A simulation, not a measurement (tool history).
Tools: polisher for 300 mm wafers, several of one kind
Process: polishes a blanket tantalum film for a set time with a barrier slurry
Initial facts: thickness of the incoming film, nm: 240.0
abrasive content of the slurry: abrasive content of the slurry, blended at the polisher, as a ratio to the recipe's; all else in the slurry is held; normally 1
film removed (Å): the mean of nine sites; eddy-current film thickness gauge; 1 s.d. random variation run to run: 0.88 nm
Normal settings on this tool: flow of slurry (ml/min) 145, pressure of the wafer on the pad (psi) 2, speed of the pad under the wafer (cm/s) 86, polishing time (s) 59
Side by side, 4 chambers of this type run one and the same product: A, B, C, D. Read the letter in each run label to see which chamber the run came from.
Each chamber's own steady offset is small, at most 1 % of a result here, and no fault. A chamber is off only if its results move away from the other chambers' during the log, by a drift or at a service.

run	hour	flow of slurry (ml/min)	pressure of the wafer on the pad (psi)	speed of the pad under the wafer (cm/s)	abrasive content of the slurry	polishing time (s)	wafers polished on this pad	hours since the slurry nozzle was cleaned	hours since the head pressure was calibrated	hours since the slurry blender was calibrated	film removed (Å)
1C	7.9	145	2	86	1	59	213	221.8	159.2	255.2	883.37
2D	12	145	2	86	1	59	481	579.9	235.9	233.1	906.81
3A	17.1	145	2	86	1	59	915	800	668.1	33.8	893.67
# hour 22.4: chamber B: slurry nozzle cleaned
4B	25	145	2	86	1	59	473	2.7	291.2	316.8	889.93
# hour 28.6: chamber C: slurry blender recalibrated
5C	31.3	145	2	86	1	59	503	245.2	182.6	2.8	897.17
6D	36.9	145	2	86	1	59	789	604.8	260.8	258	899.11
7B	44.6	145	2	86	1	59	716	22.3	310.8	336.4	882.81
# hour 46.9: chamber A: worn pad replaced by a new one
8A	52.3	145	2	86	1	59	67	835.2	703.3	69	898.56
# hour 54.2: chamber B: slurry blender recalibrated
# hour 54.6: chamber A: slurry nozzle cleaned
9D	56	145	2	86	1	59	1026	623.9	279.9	277.1	908.89
10A	64	145	2.4	86	1	73	212	9.4	715	80.7	1316.3
# hour 69.4: chamber D: worn pad replaced by a new one
11C	70.7	145	2.4	86	1	73	991	284.6	222	42.2	1350.3
12B	75	145	2.4	86	1	73	1093	52.7	341.2	20.9	1300.5
13D	80.5	145	2.4	86	1	73	138	648.4	304.4	301.6	1293.2
14B	88.3	145	2	86	1	59	1258	66	354.5	34.2	883.39
15C	94.8	145	2	86	1	59	1290	308.7	246.1	66.3	908.8
16A	99.5	145	2	86	0.75	50	652	44.9	750.5	116.2	693.64
# hour 102.8: chamber C: worn pad replaced by a new one
17D	106.9	145	2	86	0.75	50	465	674.8	330.8	328	704.67
18B	113	145	2	86	0.75	50	1564	90.7	379.2	58.9	673.43
19A	121.2	145	2	86	0.75	50	921	66.6	772.2	137.9	685.43
20C	126.7	145	2	86	1	59	297	340.6	278	98.2	906.98
21B	134.4	145	2	86	1	59	1829	112.1	400.6	80.3	878.25
22D	142.4	145	2	86	1	59	905	710.3	366.3	363.5	888.13
23C	146.4	145	2	86	1	59	541	360.3	297.7	117.9	906.16
24A	150.7	165	2	86	1	73	1286	96.1	801.7	167.4	1125.8
# hour 151.5: chamber A: worn pad replaced by a new one
25C	157	165	2	86	1	73	672	370.9	308.3	128.5	1148.2
26D	161.2	165	2	86	1	73	1138	729.1	385.1	382.3	1148.4
27B	167.3	165	2	86	1	73	2237	145	433.5	113.2	1055.8
28A	172.1	145	2	76	1.25	59	255	117.5	823.1	188.8	852.92
# hour 174.8: chamber D: worn pad replaced by a new one
29A	178.5	145	2	76	1.25	59	334	123.9	829.5	195.2	841.96
30C	184	145	2	76	1.25	59	1007	397.9	335.3	155.5	847.7
31D	192.2	145	2	76	1.25	59	216	760.1	416.1	413.3	842.33
# hour 193.8: chamber A: slurry blender recalibrated
32B	196.2	145	2	86	1	59	2595	173.9	462.4	142.1	838.35
# hour 201.1: chamber D: slurry nozzle cleaned
33C	202.1	145	2	86	0.9	59	1231	416	353.4	173.6	862.72
34D	207.4	145	2	86	0.9	59	404	6.4	431.3	428.5	859.81
35A	214.3	145	2	86	0.9	59	778	159.7	865.3	20.6	877.38
36B	219.6	145	2	86	0.9	59	2885	197.3	485.8	165.5	801.88

All chambers now run identical settings, listed one chamber a line with results as question marks. What results will each chamber show?
37A	225.5	145	2.4	86	1	59					?
37B	225.5	145	2.4	86	1	59					?
37C	225.5	145	2.4	86	1	59					?
37D	225.5	145	2.4	86	1	59					?

run	film removed (Å)
37A	1067.3
37B	987.81
37C	1082.1
37D	1086.2

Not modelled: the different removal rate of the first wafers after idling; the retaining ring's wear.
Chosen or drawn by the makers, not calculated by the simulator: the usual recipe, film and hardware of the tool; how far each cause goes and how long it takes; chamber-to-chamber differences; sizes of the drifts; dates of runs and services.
